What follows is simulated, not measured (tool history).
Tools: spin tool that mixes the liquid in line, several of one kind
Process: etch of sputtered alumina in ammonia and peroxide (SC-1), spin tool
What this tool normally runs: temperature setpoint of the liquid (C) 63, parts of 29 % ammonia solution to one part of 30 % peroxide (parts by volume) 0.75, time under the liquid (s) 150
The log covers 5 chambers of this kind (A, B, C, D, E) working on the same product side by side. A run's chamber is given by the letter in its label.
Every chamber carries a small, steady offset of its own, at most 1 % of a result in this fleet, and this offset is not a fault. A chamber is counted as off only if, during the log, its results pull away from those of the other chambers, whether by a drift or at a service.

run   hour  temperature setpoint of the liquid (C)  parts of 29 % ammonia solution to one part of 30 % peroxide (parts by volume)  time under the liquid (s)  hours since the thermometer was replaced  hours since the ammonia flow meter was replaced  hours since the heated supply line was repaired  hours since the drum of ammonia solution was connected  read-back film thickness of the sputtered alumina reference wafer, read on the same gauge (nm)  thickness taken off the sputtered alumina on a monitor wafer (Å)
 1C    6.1                                      63                                                                           0.75                        150                                    1014.7                                            594.8                                           1127.6                                                   401.4                                                                                             150                                                             161.7
 2D   12.8                                      63                                                                           0.75                        150                                     118.1                                            561.5                                            230.2                                                   161.8                                                                                             150                                                            163.33
 3B   21.2                                      63                                                                           0.75                        150                                    1021.3                                           1686.7                                            433.7                                                  1002.2                                                                                          149.99                                                            160.08
 4A   28.6                                      63                                                                           0.75                        150                                    1787.9                                            794.9                                           1250.7                                                   980.9                                                                                          149.96                                                            162.42
 5E   40.6                                      63                                                                           0.75                        150                                     645.3                                             77.5                                            263.7                                                     913                                                                                          149.99                                                            157.46
 6A   46.7                                      63                                                                           0.75                        150                                      1806                                              813                                           1268.8                                                     999                                                                                          150.02                                                            162.43
 7E   53.1                                      63                                                                           0.75                        150                                     657.8                                               90                                            276.2                                                   925.5                                                                                          149.97                                                            161.34
 8C   65.5                                      63                                                                           0.75                        150                                    1074.1                                            654.2                                             1187                                                   460.8                                                                                          149.99                                                            163.42
 9B   72.7                                      63                                                                           0.75                        150                                    1072.8                                           1738.2                                            485.2                                                  1053.7                                                                                             150                                                            164.92
      74.9  -- chamber A: new drum of ammonia solution connected
      80.9  -- chamber A: thermometer replaced
10D   82.7                                      63                                                                            0.4                        150                                       188                                            631.4                                            300.1                                                   231.7                                                                                          150.02                                                            156.16
      88.3  -- chamber B: new drum of ammonia solution connected
11E   92.1                                      63                                                                            0.4                        150                                     696.8                                              129                                            315.2                                                   964.5                                                                                          150.03                                                             152.4
12D   98.9                                      63                                                                            0.4                        150                                     204.2                                            647.6                                            316.3                                                   247.9                                                                                          149.97                                                            153.83
13B  110.1                                      63                                                                            0.4                        150                                    1110.2                                           1775.6                                            522.6                                                    21.9                                                                                             150                                                            151.28
14C  120.3                                      63                                                                            0.4                        150                                    1128.9                                              709                                           1241.8                                                   515.6                                                                                          150.01                                                            154.69
     125.3  -- chamber D: ammonia flow meter replaced
15A  132.4                                      63                                                                           0.75                        150                                      51.5                                            898.7                                           1354.5                                                    57.6                                                                                             150                                                            162.41
16D  139.5                                      63                                                                           0.75                        150                                     244.8                                             14.3                                            356.9                                                   288.5                                                                                          150.01                                                            164.23
17B  148.2                                      70                                                                            1.1                        150                                    1148.3                                           1813.7                                            560.7                                                      60                                                                                          149.99                                                            237.81
     151.6  -- chamber A: ammonia flow meter replaced
18A  160.6                                      70                                                                            1.1                        150                                      79.7                                                9                                           1382.7                                                    85.8                                                                                          150.05                                                            235.51
19E  167.5                                      70                                                                            1.1                        150                                     772.2                                            204.4                                            390.6                                                  1039.9                                                                                             150                                                            236.27
20C  173.8                                      70                                                                            1.1                        150                                    1182.4                                            762.5                                           1295.3                                                   569.1                                                                                          149.96                                                            247.87
     181.1  -- chamber C: new drum of ammonia solution connected
21B  183.7                                      70                                                                            1.1                        150                                    1183.8                                           1849.2                                            596.2                                                    95.5                                                                                          149.93                                                            240.18
22D  194.4                                      63                                                                           0.75                        150                                     299.7                                             69.2                                            411.8                                                   343.4                                                                                          149.95                                                            161.87
23A  203.8                                      63                                                                           0.75                        150                                     122.9                                             52.2                                           1425.9                                                     129                                                                                          149.96                                                            162.71
24E  213.7                                      63                                                                           0.55                        200                                     818.4                                            250.6                                            436.8                                                  1086.1                                                                                          149.98                                                            207.97
25C  221.6                                      63                                                                           0.55                        200                                    1230.2                                            810.3                                           1343.1                                                    40.6                                                                                          150.03                                                            217.51
26E  229.4                                      63                                                                           0.55                        200                                     834.1                                            266.3                                            452.5                                                  1101.8                                                                                          150.02                                                            208.87
27C  235.9                                      63                                                                           0.55                        200                                    1244.5                                            824.6                                           1357.4                                                    54.9                                                                                          150.04                                                            227.46
28D  243.5                                      63                                                                           0.55                        200                                     348.8                                            118.3                                            460.9                                                   392.5                                                                                          150.02                                                            211.43
29B  249.1                                      63                                                                           0.75                        150                                    1249.2                                           1914.6                                            661.6                                                   160.9                                                                                          149.98                                                            161.36
30A  261.4                                      63                                                                           0.75                        150                                     180.5                                            109.8                                           1483.5                                                   186.6                                                                                          149.97                                                            161.38
31B  273.9                                      63                                                                           0.75                        150                                      1274                                           1939.4                                            686.4                                                   185.7                                                                                             150                                                            165.39
32E  281.6                                      63                                                                           0.75                        150                                     886.3                                            318.5                                            504.7                                                    1154                                                                                          149.98                                                             160.1
33C  290.1                                      63                                                                           0.75                        150                                    1298.7                                            878.8                                           1411.6                                                   109.1                                                                                          149.97                                                               177
34A    300                                      63                                                                           0.75                        150                                     219.1                                            148.4                                           1522.1                                                   225.2                                                                                             150                                                            163.72
35D  305.8                                      63                                                                           0.75                        150                                     411.1                                            180.6                                            523.2                                                   454.8                                                                                          150.02                                                            159.59
36B  316.9                                    66.5                                                                           0.75                        150                                      1317                                           1982.4                                            729.4                                                   228.7                                                                                          150.04                                                            192.56

For the next run the whole fleet of 5 chambers uses the same settings. Give each chamber's results:
37A  325.8                                      63                                                                           0.75                        150                                                                                                                                                                                                                                                                                                                                                                     ?
37B  325.8                                      63                                                                           0.75                        150                                                                                                                                                                                                                                                                                                                                                                     ?
37C  325.8                                      63                                                                           0.75                        150                                                                                                                                                                                                                                                                                                                                                                     ?
37D  325.8                                      63                                                                           0.75                        150                                                                                                                                                                                                                                                                                                                                                                     ?
37E  325.8                                      63                                                                           0.75                        150                                                                                                                                                                                                                                                                                                                                                                     ?

run  thickness taken off the sputtered alumina on a monitor wafer (Å)
37A                                                            162.88
37B                                                            166.26
37C                                                            179.11
37D                                                            161.19
37E                                                            160.35

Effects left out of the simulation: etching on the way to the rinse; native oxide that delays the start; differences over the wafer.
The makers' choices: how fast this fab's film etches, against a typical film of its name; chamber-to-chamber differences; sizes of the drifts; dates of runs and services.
